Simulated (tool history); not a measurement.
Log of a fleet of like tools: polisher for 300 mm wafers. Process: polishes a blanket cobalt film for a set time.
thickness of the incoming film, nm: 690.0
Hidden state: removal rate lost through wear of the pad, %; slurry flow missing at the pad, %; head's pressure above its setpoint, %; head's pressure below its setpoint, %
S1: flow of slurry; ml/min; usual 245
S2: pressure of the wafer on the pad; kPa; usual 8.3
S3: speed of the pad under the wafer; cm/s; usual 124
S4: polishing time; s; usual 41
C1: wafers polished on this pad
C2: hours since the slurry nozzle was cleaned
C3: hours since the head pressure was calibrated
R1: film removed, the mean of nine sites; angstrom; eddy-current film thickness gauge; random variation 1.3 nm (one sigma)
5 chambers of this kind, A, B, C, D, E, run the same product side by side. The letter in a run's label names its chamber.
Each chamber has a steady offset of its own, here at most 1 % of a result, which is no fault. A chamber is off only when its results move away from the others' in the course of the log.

run	hour	S1	S2	S3	S4	C1	C2	C3	R1
1E	5.3	245	8.3	124	41	160	362.7	374.9	1702.7
# hour 8.9: chamber B: worn pad replaced by a new one
2D	10.9	245	8.3	124	41	719	692.5	324.3	1705.4
# hour 13.5: chamber C: worn pad replaced by a new one
3A	14.6	245	8.3	124	41	274	124.0	810.3	1689.7
4B	20.4	245	8.3	124	41	206	112.0	270.5	1737.7
5C	27.1	245	8.3	124	41	244	413.4	431.8	1725.7
# hour 30.7: chamber D: worn pad replaced by a new one
6D	31.1	245	8.3	124	41	7	712.7	344.5	1706.2
7C	36.8	245	8.3	124	41	418	423.1	441.5	1715.7
8B	43.2	245	8.3	124	41	614	134.8	293.3	1702.7
# hour 46.0: chamber A: worn pad replaced by a new one
9E	48.4	245	8.3	124	41	931	405.8	418.0	1720.9
10A	54.1	245	8.3	124	41	146	163.5	849.8	1700.5
# hour 54.8: chamber E: worn pad replaced by a new one
# hour 58.2: chamber B: worn pad replaced by a new one
11C	60.6	245	8.3	124	41	844	446.9	465.3	1704.4
12B	64.4	245	8.3	124	41	111	156.0	314.5	1716.2
# hour 68.8: chamber C: worn pad replaced by a new one
13E	70.0	245	8.3	124	41	272	427.4	439.6	1719.8
14A	75.5	245	8.3	124	41	529	184.9	871.2	1719.2
15D	81.1	245	8.3	124	35	902	762.7	394.5	1457.6
# hour 85.1: chamber D: worn pad replaced by a new one
16E	85.1	245	8.3	124	35	543	442.5	454.7	1471.6
# hour 88.1: chamber A: worn pad replaced by a new one
17A	89.6	245	8.3	124	35	27	199.0	885.3	1458.7
18B	93.3	245	8.3	124	35	628	184.9	343.4	1460.7
19C	96.4	245	8.3	124	35	494	482.7	501.1	1438.5
# hour 99.7: chamber D: slurry nozzle cleaned
20D	102.3	245	8.3	124	41	307	2.7	415.7	1701.4
# hour 105.0: chamber B: worn pad replaced by a new one
21B	108.7	245	8.3	124	41	66	200.3	358.8	1692.1
# hour 110.2: chamber E: worn pad replaced by a new one
22D	112.6	245	8.3	124	41	492	13.0	426.0	1715.4
# hour 116.8: chamber E: head pressure recalibrated
23E	119.3	245	8.3	124	41	163	476.7	2.6	1589.4
# hour 121.6: chamber C: worn pad replaced by a new one
24C	123.6	245	8.3	124	41	37	509.9	528.3	1717.5
25A	129.5	245	8.3	124	41	742	238.9	925.2	1684.2
26B	134.0	245	8.3	124	41	519	225.6	384.1	1732.2
# hour 134.9: chamber A: worn pad replaced by a new one
27D	138.2	245	8.3	124	41	950	38.6	451.6	1705.1
# hour 143.5: chamber D: worn pad replaced by a new one
28A	144.5	245	8.3	124	41	172	253.9	940.2	1677.5
29C	150.1	245	8.3	124	41	511	536.4	554.8	1703.9
30E	153.1	245	8.3	124	41	768	510.5	36.4	1577.6
31E	159.9	245	8.3	124	41	890	517.3	43.2	1591.2
# hour 160.2: chamber B: worn pad replaced by a new one
32A	166.7	245	8.3	124	41	570	276.1	962.4	1693.6
# hour 168.3: chamber E: worn pad replaced by a new one
33C	170.6	245	8.3	124	41	878	556.9	575.3	1700.5
34D	176.2	245	8.3	124	41	585	76.6	489.6	1688.3
# hour 180.0: chamber C: worn pad replaced by a new one
35B	180.3	245	8.3	124	41	361	271.9	430.4	1714.5
36C	186.5	245	8.3	124	41	116	572.8	591.2	1721.4
37E	193.0	180	8.3	124	50	443	550.4	76.3	1826.1

What goes on in this fleet: one chamber off, a drifting gauge, or nothing beyond the chambers' own small offsets? Name the chamber and the cause, if any.

A service left chamber E off against the others.
Cause: head's pressure below its setpoint, % = 7.97.

Here are 4 candidates for chamber E's next run, each the usual settings with a change, their results left as question marks. Which one brings its results back in line with what the others give on the usual settings?
In line means no further than this from the other chambers' mean on the usual settings: R1 46.0 angstrom
38E-1	197.9	240	8.3	110	41				?
38E-2	197.9	245	8.3	124	47				?
38E-3	197.9	145	8.3	124	41				?
38E-4	197.9	245	8.3	128	43				?

The other chambers' mean on the usual settings: R1 1698.6 angstrom
run	R1
38E-1	1396.3
38E-2	1806.4
38E-3	1465.2
38E-4	1705.5
38E-4 brings the chamber back in line.
